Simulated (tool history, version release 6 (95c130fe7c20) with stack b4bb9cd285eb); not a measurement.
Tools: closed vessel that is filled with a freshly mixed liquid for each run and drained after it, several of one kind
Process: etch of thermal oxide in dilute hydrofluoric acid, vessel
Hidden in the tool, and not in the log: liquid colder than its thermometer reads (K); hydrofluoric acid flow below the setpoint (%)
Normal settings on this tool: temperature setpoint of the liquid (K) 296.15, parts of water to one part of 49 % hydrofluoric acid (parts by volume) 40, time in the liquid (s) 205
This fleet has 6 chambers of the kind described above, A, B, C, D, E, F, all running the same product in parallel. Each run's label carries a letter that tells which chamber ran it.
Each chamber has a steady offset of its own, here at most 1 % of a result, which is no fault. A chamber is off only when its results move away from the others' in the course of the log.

run   hour  temperature setpoint of the liquid (K)  parts of water to one part of 49 % hydrofluoric acid (parts by volume)  time in the liquid (s)  hours since the thermometer was replaced  hours since the hydrofluoric acid flow meter was replaced  read-back film thickness of the thermal oxide reference wafer, read on the same gauge (nm)  thickness taken off the thermal oxide on a monitor wafer (nm)
 1E    8.3                                  296.15                                                                      40                     205                                     600.8                                                      261.8                                                                                      110.02                                                         25.486
 2B   18.2                                  296.15                                                                      40                     205                                      42.0                                                       83.2                                                                                      110.01                                                         25.606
 3F   25.7                                  296.15                                                                      40                     205                                     234.0                                                      732.2                                                                                      109.98                                                         25.319
 4D   33.2                                  296.15                                                                      40                     205                                     707.4                                                     1550.9                                                                                      110.01                                                         25.641
 5A   39.4                                  296.15                                                                      40                     205                                     544.3                                                     2030.2                                                                                      110.00                                                         25.299
 6C   45.9                                  296.15                                                                      40                     205                                    1917.0                                                      194.4                                                                                      110.00                                                         25.329
 7A   56.7                                  296.15                                                                      40                     205                                     561.6                                                     2047.5                                                                                      110.01                                                         25.052
 8B   65.2                                  296.15                                                                      40                     205                                      89.0                                                      130.2                                                                                      110.00                                                         25.480
 9D   77.1                                  291.65                                                                      40                     205                                     751.3                                                     1594.8                                                                                      109.97                                                         21.138
10E   90.8                                  291.65                                                                      40                     205                                     683.3                                                      344.3                                                                                      109.99                                                         20.987
11C  103.0                                  291.65                                                                      40                     205                                    1974.1                                                      251.5                                                                                      110.01                                                         20.927
12F  116.8                                  291.65                                                                      40                     205                                     325.1                                                      823.3                                                                                      110.00                                                         20.720
13F  123.2                                  291.65                                                                      40                     205                                     331.5                                                      829.7                                                                                      110.01                                                         20.733
14D  134.1                                  291.65                                                                      40                     205                                     808.3                                                     1651.8                                                                                      110.02                                                         21.039
15E  145.0                                  296.15                                                                      30                     135                                     737.5                                                      398.5                                                                                      110.02                                                         22.363
     145.5  -- chamber A: hydrofluoric acid flow meter replaced
16C  155.5                                  296.15                                                                      30                     135                                    2026.6                                                      304.0                                                                                      110.00                                                         22.581
17B  166.6                                  296.15                                                                      30                     135                                     190.4                                                      231.6                                                                                      109.99                                                         22.657
18A  174.5                                  296.15                                                                      30                     135                                     679.4                                                       29.1                                                                                      109.99                                                         22.510
     177.2  -- chamber E: hydrofluoric acid flow meter replaced
19D  187.8                                  296.15                                                                      30                     135                                     862.0                                                     1705.5                                                                                      110.00                                                         22.622
20C  200.5                                  296.15                                                                      30                     135                                    2071.6                                                      349.0                                                                                      110.01                                                         22.444
21B  212.1                                  296.15                                                                      40                     205                                     235.9                                                      277.1                                                                                      110.00                                                         25.406
22E  219.9                                  294.15                                                                      40                     205                                     812.4                                                       42.8                                                                                      110.01                                                         23.429
     223.0  -- chamber A: thermometer replaced
23A  233.7                                  294.15                                                                      40                     205                                      10.8                                                       88.3                                                                                      110.00                                                         23.151
24F  243.6                                  294.15                                                                      40                     205                                     451.9                                                      950.1                                                                                      110.00                                                         22.801
25A  253.1                                  294.15                                                                      40                     205                                      30.2                                                      107.7                                                                                      110.01                                                         23.341
26D  259.7                                  294.15                                                                      40                     205                                     933.9                                                     1777.4                                                                                      109.99                                                         23.336
27C  268.6                                  294.15                                                                      40                     205                                    2139.7                                                      417.1                                                                                      110.00                                                         23.368
     269.6  -- chamber E: thermometer replaced
28F  281.6                                  296.15                                                                      40                     205                                     489.9                                                      988.1                                                                                      109.98                                                         24.498
29E  291.7                                  296.15                                                                      40                     205                                      22.2                                                      114.6                                                                                      109.99                                                         25.526
30B  301.8                                  296.15                                                                      40                     205                                     325.6                                                      366.8                                                                                      110.02                                                         25.447
31F  310.7                                  296.15                                                                      40                     205                                     519.0                                                     1017.2                                                                                      110.02                                                         24.512
32D  324.9                                  296.15                                                                      40                     205                                     999.1                                                     1842.6                                                                                      109.99                                                         25.282
33A  331.7                                  296.15                                                                      40                     205                                     108.8                                                      186.3                                                                                      110.01                                                         25.205
34C  343.7                                  296.15                                                                      40                     310                                    2214.8                                                      492.2                                                                                      110.00                                                         38.296
35E  353.6                                  296.15                                                                      40                     310                                      84.1                                                      176.5                                                                                      110.00                                                         38.339
36B  364.7                                  296.15                                                                      40                     310                                     388.5                                                      429.7                                                                                      109.98                                                         38.263
37F  374.1                                  296.15                                                                      40                     310                                     582.4                                                     1080.6                                                                                      110.01                                                         36.724
38B  388.0                                  296.15                                                                      40                     310                                     411.8                                                      453.0                                                                                      109.97                                                         38.491

All chambers now run identical settings, listed one chamber a line with results as question marks. What results will each chamber show?
39A  398.3                                  296.15                                                                      40                     205                                                                                                                                                                                                                                                               ?
39B  398.3                                  296.15                                                                      40                     205                                                                                                                                                                                                                                                               ?
39C  398.3                                  296.15                                                                      40                     205                                                                                                                                                                                                                                                               ?
39D  398.3                                  296.15                                                                      40                     205                                                                                                                                                                                                                                                               ?
39E  398.3                                  296.15                                                                      40                     205                                                                                                                                                                                                                                                               ?
39F  398.3                                  296.15                                                                      40                     205                                                                                                                                                                                                                                                               ?

run  thickness taken off the thermal oxide on a monitor wafer (nm)
39A                                                         25.149
39B                                                         25.303
39C                                                         25.411
39D                                                         25.647
39E                                                         25.279
39F                                                         24.133

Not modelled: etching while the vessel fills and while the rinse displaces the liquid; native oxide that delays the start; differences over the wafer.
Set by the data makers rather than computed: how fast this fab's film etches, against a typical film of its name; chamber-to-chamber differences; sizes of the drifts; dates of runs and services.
